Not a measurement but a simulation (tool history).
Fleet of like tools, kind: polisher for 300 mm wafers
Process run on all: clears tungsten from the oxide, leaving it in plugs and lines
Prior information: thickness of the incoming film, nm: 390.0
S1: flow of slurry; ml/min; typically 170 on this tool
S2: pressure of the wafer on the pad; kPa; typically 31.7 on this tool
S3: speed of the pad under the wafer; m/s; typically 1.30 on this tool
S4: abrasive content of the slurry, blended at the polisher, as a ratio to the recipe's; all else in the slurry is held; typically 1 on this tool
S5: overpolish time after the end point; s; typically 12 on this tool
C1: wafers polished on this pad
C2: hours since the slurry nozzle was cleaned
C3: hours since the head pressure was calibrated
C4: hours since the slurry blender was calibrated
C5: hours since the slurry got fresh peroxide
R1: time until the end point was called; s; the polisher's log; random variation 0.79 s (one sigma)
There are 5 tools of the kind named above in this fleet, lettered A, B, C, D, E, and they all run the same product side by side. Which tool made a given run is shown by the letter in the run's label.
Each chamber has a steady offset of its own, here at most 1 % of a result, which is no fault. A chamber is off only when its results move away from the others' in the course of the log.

run	day	S1	S2	S3	S4	S5	C1	C2	C3	C4	C5	R1
# day 0.096: chamber D: slurry tank refilled with fresh slurry and peroxide
# day 0.112: chamber B: slurry nozzle cleaned
1C	0.312	170	31.7	1.30	1	12	186	548.2	585.4	270.0	64.6	49.838
# day 0.342: chamber B: worn pad replaced by a new one
2E	0.821	170	31.7	1.30	1	12	372	23.2	748.3	63.9	22.0	47.146
# day 0.996: chamber C: slurry tank refilled with fresh slurry and peroxide
3A	1.350	170	31.7	1.30	1	12	407	176.0	385.7	226.9	129.7	46.952
# day 1.454: chamber D: worn pad replaced by a new one
4B	1.738	170	31.7	1.30	1	12	313	39.1	641.9	164.2	84.3	46.570
# day 2.171: chamber C: worn pad replaced by a new one
# day 2.225: chamber D: head pressure recalibrated
5D	2.229	170	31.7	0.94	1	12	174	247.3	0.2	97.1	51.3	66.207
# day 2.504: chamber E: worn pad replaced by a new one
# day 2.529: chamber B: slurry blender recalibrated
6B	2.746	170	31.7	0.94	1	12	539	63.3	666.1	5.3	108.5	65.001
# day 2.812: chamber A: slurry tank refilled with fresh slurry and peroxide
7A	3.158	170	31.7	0.94	1	12	813	219.4	429.1	270.3	8.4	66.192
8C	3.550	170	31.7	0.94	1	12	309	625.9	663.1	347.7	61.4	64.963
# day 3.562: chamber D: slurry tank refilled with fresh slurry and peroxide
# day 3.688: chamber C: slurry tank refilled with fresh slurry and peroxide
# day 3.783: chamber C: slurry blender recalibrated
9D	3.954	170	31.7	0.94	1	12	560	288.7	41.6	138.5	9.4	67.801
# day 4.204: chamber B: worn pad replaced by a new one
# day 4.238: chamber A: worn pad replaced by a new one
10E	4.425	170	31.7	1.30	1	12	431	109.7	834.8	150.4	108.5	48.732
11B	4.821	170	31.7	1.60	1	12	138	113.1	715.9	55.1	158.3	39.366
# day 4.904: chamber C: slurry nozzle cleaned
# day 4.921: chamber E: slurry tank refilled with fresh slurry and peroxide
12C	5.338	170	31.7	1.60	1	12	710	10.5	706.0	37.4	39.6	39.381
# day 5.492: chamber C: worn pad replaced by a new one
# day 5.521: chamber E: worn pad replaced by a new one
13A	5.800	170	31.7	1.60	1	12	350	282.8	492.5	333.7	71.8	39.668
# day 6.104: chamber A: slurry blender recalibrated
14D	6.154	170	31.7	1.60	1	12	1054	341.5	94.4	191.3	62.2	38.239
# day 6.300: chamber E: head pressure recalibrated
15E	6.433	170	31.7	1.60	1	12	205	157.9	3.3	198.6	36.4	39.265
# day 6.642: chamber C: slurry tank refilled with fresh slurry and peroxide
16B	6.767	170	31.7	1.30	1	9	575	159.8	762.6	101.8	205.0	48.566
17C	7.288	170	31.7	1.30	1	9	402	57.3	752.8	84.2	15.6	49.139
# day 7.471: chamber D: slurry tank refilled with fresh slurry and peroxide
# day 7.725: chamber B: worn pad replaced by a new one
18D	7.833	170	31.7	1.30	1	9	1430	381.8	134.7	231.6	8.8	47.530
# day 8.233: chamber E: worn pad replaced by a new one
# day 8.283: chamber C: worn pad replaced by a new one
# day 8.350: chamber D: worn pad replaced by a new one
# day 8.400: chamber A: worn pad replaced by a new one
19A	8.442	170	31.7	1.30	1	9	9	346.2	555.9	56.1	135.2	47.376
20E	9.033	170	31.7	1.30	1	9	179	220.3	65.7	261.0	98.8	48.275
# day 9.412: chamber C: slurry tank refilled with fresh slurry and peroxide
# day 9.412: chamber A: slurry tank refilled with fresh slurry and peroxide
21E	9.533	170	31.7	1.30	1	12	291	232.3	77.7	273.0	110.8	47.913
# day 9.667: chamber D: slurry blender recalibrated
22C	9.912	170	31.7	1.30	1	12	365	120.3	815.8	147.2	12.0	48.084
23D	10.425	170	31.7	1.30	1	12	465	444.0	196.9	18.3	71.0	47.540
# day 10.579: chamber E: slurry tank refilled with fresh slurry and peroxide
24B	10.717	170	31.7	1.30	1	12	670	254.6	857.4	196.6	299.8	52.255
# day 11.125: chamber E: worn pad replaced by a new one
25A	11.250	170	31.7	1.30	1	12	639	413.6	623.3	123.5	44.2	48.663
# day 11.254: chamber B: slurry blender recalibrated
# day 11.304: chamber C: worn pad replaced by a new one
# day 11.396: chamber B: worn pad replaced by a new one
26C	11.604	170	31.7	1.30	1	12	67	160.9	856.4	187.8	52.6	48.299
# day 11.683: chamber E: slurry nozzle cleaned
# day 11.725: chamber D: slurry tank refilled with fresh slurry and peroxide
27E	11.938	170	31.7	1.30	1	12	182	6.2	135.4	330.7	32.7	47.637
# day 11.979: chamber D: slurry nozzle cleaned
# day 12.375: chamber A: worn pad replaced by a new one
28B	12.517	170	31.7	1.30	1	12	251	297.8	900.6	30.3	343.0	52.710
# day 12.596: chamber C: slurry tank refilled with fresh slurry and peroxide
29A	12.821	170	31.7	1.30	1	12	100	451.3	661.0	161.2	81.9	49.062
30D	13.317	170	39.3	1.62	1	12	1113	32.2	266.3	87.7	38.3	31.782
31E	13.788	170	39.3	1.62	1	12	597	50.6	179.8	375.1	77.1	31.122
32B	14.071	170	39.3	1.62	1	12	599	335.1	937.9	67.6	380.3	35.906
# day 14.504: chamber C: worn pad replaced by a new one
33D	14.588	170	39.3	1.62	1	12	1398	62.7	296.8	118.2	68.8	30.848
34C	14.875	170	39.3	1.62	1	12	83	239.4	934.9	266.3	54.7	30.643

Is one chamber out of step, is the gauge drifting, or do the chambers differ by no more than their own small offsets? For an off chamber, give its letter and the likeliest cause.

One chamber, B, drifts off from the rest bit by bit.
Most likely cause: peroxide lost from the slurry, % = 40.3.

Which of the 4 candidates below, each the usual settings with something changed and its results left as question marks, puts chamber B back in line with what the other chambers give on the usual settings?
In line here means within this much of the mean the other chambers give on the usual settings: R1 2.800 s
35B-1	15.317	165	25.5	1.30	1.00	12						?
35B-2	15.317	175	35.2	1.44	1.00	12						?
35B-3	15.317	170	34.5	1.30	1.00	12						?
35B-4	15.317	170	31.7	1.30	0.65	12						?

The mean the other chambers reach with the usual settings: R1 48.121 s
run	R1
35B-1	72.983
35B-2	47.453
35B-3	53.859
35B-4	64.791
The right change is 35B-2: it brings the chamber back within the allowed miss of the others.
